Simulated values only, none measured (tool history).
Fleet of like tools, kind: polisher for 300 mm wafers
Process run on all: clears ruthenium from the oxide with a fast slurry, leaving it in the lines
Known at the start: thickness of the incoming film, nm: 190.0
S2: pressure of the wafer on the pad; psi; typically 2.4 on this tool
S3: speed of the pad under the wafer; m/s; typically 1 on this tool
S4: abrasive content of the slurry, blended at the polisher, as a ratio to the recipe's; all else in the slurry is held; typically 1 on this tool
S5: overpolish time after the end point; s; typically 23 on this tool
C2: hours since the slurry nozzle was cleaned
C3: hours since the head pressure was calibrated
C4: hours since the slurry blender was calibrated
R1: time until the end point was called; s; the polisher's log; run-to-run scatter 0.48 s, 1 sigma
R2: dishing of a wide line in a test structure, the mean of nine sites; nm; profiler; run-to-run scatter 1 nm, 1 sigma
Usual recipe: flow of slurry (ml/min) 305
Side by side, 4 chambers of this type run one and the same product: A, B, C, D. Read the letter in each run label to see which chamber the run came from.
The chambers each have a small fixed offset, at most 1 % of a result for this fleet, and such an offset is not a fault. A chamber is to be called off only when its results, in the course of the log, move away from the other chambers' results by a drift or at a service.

-- hour=2.3 chamber B: worn pad replaced by a new one
run 1C hour=2.8 | flow_of_slurry_(ml/min)=305 S2=2.4 S3=1 S4=1 S5=23 | wafers_polished_on_this_pad=762 C2=275.5 C3=83.1 C4=156.3 | R1=47.079 R2=72.894
run 2B hour=4.7 | flow_of_slurry_(ml/min)=305 S2=2.4 S3=1 S4=1 S5=23 | wafers_polished_on_this_pad=28 C2=485.5 C3=706.3 C4=189.9 | R1=48.321 R2=71.139
run 3A hour=8.1 | flow_of_slurry_(ml/min)=305 S2=2.4 S3=1 S4=1 S5=23 | wafers_polished_on_this_pad=345 C2=335.5 C3=1030.1 C4=248.8 | R1=46.928 R2=72.089
-- hour=9.1 chamber C: slurry nozzle cleaned
run 4D hour=11.5 | flow_of_slurry_(ml/min)=305 S2=2.4 S3=1 S4=1 S5=23 | wafers_polished_on_this_pad=136 C2=42.6 C3=265.3 C4=324.3 | R1=47.113 R2=72.331
run 5A hour=13.5 | flow_of_slurry_(ml/min)=305 S2=2.4 S3=1 S4=1 S5=23 | wafers_polished_on_this_pad=408 C2=340.9 C3=1035.5 C4=254.2 | R1=46.83 R2=71.869
-- hour=14 chamber B: slurry nozzle cleaned
run 6C hour=16.7 | flow_of_slurry_(ml/min)=305 S2=2.4 S3=1 S4=1 S5=23 | wafers_polished_on_this_pad=925 C2=7.7 C3=97 C4=170.2 | R1=47.425 R2=72.333
-- hour=18.8 chamber C: worn pad replaced by a new one
run 7B hour=19 | flow_of_slurry_(ml/min)=305 S2=2.4 S3=1 S4=1 S5=23 | wafers_polished_on_this_pad=195 C2=5.1 C3=720.6 C4=204.2 | R1=47.031 R2=71.057
-- hour=19.2 chamber A: slurry blender recalibrated
-- hour=19.6 chamber C: slurry blender recalibrated
run 8D hour=21.8 | flow_of_slurry_(ml/min)=305 S2=2.4 S3=1 S4=1 S5=23 | wafers_polished_on_this_pad=256 C2=52.9 C3=275.6 C4=334.6 | R1=46.369 R2=70.93
run 9C hour=24.9 | flow_of_slurry_(ml/min)=305 S2=2.4 S3=1 S4=1 S5=23 | wafers_polished_on_this_pad=71 C2=15.9 C3=105.2 C4=5.4 | R1=46.839 R2=70.407
run 10D hour=27.7 | flow_of_slurry_(ml/min)=305 S2=2.4 S3=1 S4=1 S5=23 | wafers_polished_on_this_pad=325 C2=58.8 C3=281.5 C4=340.5 | R1=47.401 R2=71.204
run 11A hour=29.7 | flow_of_slurry_(ml/min)=255 S2=2.4 S3=0.78 S4=1 S5=23 | wafers_polished_on_this_pad=597 C2=357.1 C3=1051.7 C4=10.6 | R1=61.513 R2=56.12
run 12B hour=34 | flow_of_slurry_(ml/min)=255 S2=2.4 S3=0.78 S4=1 S5=23 | wafers_polished_on_this_pad=371 C2=20.1 C3=735.6 C4=219.2 | R1=61.829 R2=57.68
run 13B hour=36.4 | flow_of_slurry_(ml/min)=255 S2=2.4 S3=0.78 S4=1 S5=23 | wafers_polished_on_this_pad=399 C2=22.5 C3=738 C4=221.6 | R1=61.504 R2=56.086
run 14A hour=38.4 | flow_of_slurry_(ml/min)=255 S2=2.4 S3=0.78 S4=1 S5=23 | wafers_polished_on_this_pad=699 C2=365.8 C3=1060.4 C4=19.3 | R1=62.492 R2=55.723
-- hour=39.2 chamber A: worn pad replaced by a new one
run 15D hour=40.9 | flow_of_slurry_(ml/min)=305 S2=2.4 S3=1 S4=1 S5=23 | wafers_polished_on_this_pad=480 C2=72 C3=294.7 C4=353.7 | R1=47.289 R2=73.142
run 16C hour=43 | flow_of_slurry_(ml/min)=305 S2=2.4 S3=1 S4=1 S5=23 | wafers_polished_on_this_pad=283 C2=34 C3=123.3 C4=23.5 | R1=47.037 R2=70.364
run 17B hour=45.7 | flow_of_slurry_(ml/min)=305 S2=2.4 S3=1 S4=1 S5=23 | wafers_polished_on_this_pad=508 C2=31.8 C3=747.3 C4=230.9 | R1=47.556 R2=72.681
run 18A hour=49.8 | flow_of_slurry_(ml/min)=305 S2=2.4 S3=1 S4=0.8 S5=23 | wafers_polished_on_this_pad=124 C2=377.2 C3=1071.8 C4=30.7 | R1=52.871 R2=63.444
run 19C hour=51.9 | flow_of_slurry_(ml/min)=305 S2=2.4 S3=1 S4=0.8 S5=23 | wafers_polished_on_this_pad=387 C2=42.9 C3=132.2 C4=32.4 | R1=52.841 R2=66.268
run 20D hour=55.1 | flow_of_slurry_(ml/min)=305 S2=2.4 S3=1 S4=0.8 S5=23 | wafers_polished_on_this_pad=646 C2=86.2 C3=308.9 C4=367.9 | R1=53.382 R2=67.579
run 21C hour=58.5 | flow_of_slurry_(ml/min)=305 S2=2.4 S3=1 S4=0.8 S5=23 | wafers_polished_on_this_pad=464 C2=49.5 C3=138.8 C4=39 | R1=52.241 R2=66.015
run 22B hour=62.3 | flow_of_slurry_(ml/min)=305 S2=2.4 S3=1 S4=1 S5=23 | wafers_polished_on_this_pad=702 C2=48.4 C3=763.9 C4=247.5 | R1=47.078 R2=72.388
run 23A hour=64.5 | flow_of_slurry_(ml/min)=305 S2=2.4 S3=1.26 S4=1.15 S5=23 | wafers_polished_on_this_pad=296 C2=391.9 C3=1086.5 C4=45.4 | R1=35.793 R2=90.453
run 24D hour=68.7 | flow_of_slurry_(ml/min)=305 S2=2.4 S3=1.26 S4=1.15 S5=23 | wafers_polished_on_this_pad=805 C2=99.8 C3=322.5 C4=381.5 | R1=34.981 R2=89.278
run 25C hour=70.7 | flow_of_slurry_(ml/min)=305 S2=2.4 S3=1.26 S4=1.15 S5=23 | wafers_polished_on_this_pad=607 C2=61.7 C3=151 C4=51.2 | R1=34.899 R2=91.126
run 26D hour=73.9 | flow_of_slurry_(ml/min)=305 S2=2.4 S3=1.26 S4=1.15 S5=23 | wafers_polished_on_this_pad=865 C2=105 C3=327.7 C4=386.7 | R1=34.407 R2=91.587
-- hour=74.4 chamber D: worn pad replaced by a new one
run 27A hour=76 | flow_of_slurry_(ml/min)=305 S2=2.4 S3=1 S4=1 S5=23 | wafers_polished_on_this_pad=430 C2=403.4 C3=1098 C4=56.9 | R1=47.657 R2=72.532
run 28B hour=78.4 | flow_of_slurry_(ml/min)=305 S2=2.4 S3=1 S4=1 S5=23 | wafers_polished_on_this_pad=890 C2=64.5 C3=780 C4=263.6 | R1=46.718 R2=70.674
-- hour=81.8 chamber B: worn pad replaced by a new one
run 29A hour=82 | flow_of_slurry_(ml/min)=305 S2=2.4 S3=1 S4=1 S5=23 | wafers_polished_on_this_pad=501 C2=409.4 C3=1104 C4=62.9 | R1=47.064 R2=70.62
run 30B hour=85.1 | flow_of_slurry_(ml/min)=305 S2=2.4 S3=1 S4=1 S5=23 | wafers_polished_on_this_pad=39 C2=71.2 C3=786.7 C4=270.3 | R1=47.144 R2=71.9
run 31D hour=87.3 | flow_of_slurry_(ml/min)=305 S2=2.4 S3=1 S4=1 S5=23 | wafers_polished_on_this_pad=151 C2=118.4 C3=341.1 C4=400.1 | R1=48.003 R2=69.948
-- hour=88 chamber A: worn pad replaced by a new one
run 32C hour=90.7 | flow_of_slurry_(ml/min)=250 S2=2.4 S3=1 S4=1 S5=23 | wafers_polished_on_this_pad=840 C2=81.7 C3=171 C4=71.2 | R1=47.967 R2=70.408
run 33B hour=94.1 | flow_of_slurry_(ml/min)=250 S2=2.4 S3=1 S4=1 S5=23 | wafers_polished_on_this_pad=144 C2=80.2 C3=795.7 C4=279.3 | R1=48.716 R2=70.17
run 34A hour=97.7 | flow_of_slurry_(ml/min)=250 S2=2.4 S3=1 S4=1 S5=23 | wafers_polished_on_this_pad=114 C2=425.1 C3=1119.7 C4=78.6 | R1=48.084 R2=71.917
run 35D hour=101.3 | flow_of_slurry_(ml/min)=250 S2=2.4 S3=1 S4=1 S5=23 | wafers_polished_on_this_pad=315 C2=132.4 C3=355.1 C4=414.1 | R1=48.657 R2=70.432

All 4 chambers run these settings next. Forecast each chamber's results:
run 36A hour=104.3 | flow_of_slurry_(ml/min)=305 S2=2.4 S3=1 S4=1 S5=23 | R1=? R2=?
run 36B hour=104.3 | flow_of_slurry_(ml/min)=305 S2=2.4 S3=1 S4=1 S5=23 | R1=? R2=?
run 36C hour=104.3 | flow_of_slurry_(ml/min)=305 S2=2.4 S3=1 S4=1 S5=23 | R1=? R2=?
run 36D hour=104.3 | flow_of_slurry_(ml/min)=305 S2=2.4 S3=1 S4=1 S5=23 | R1=? R2=?

run=36A R1=47.131 R2=70.892
run=36B R1=46.978 R2=71.137
run=36C R1=46.653 R2=71.218
run=36D R1=46.693 R2=72.769
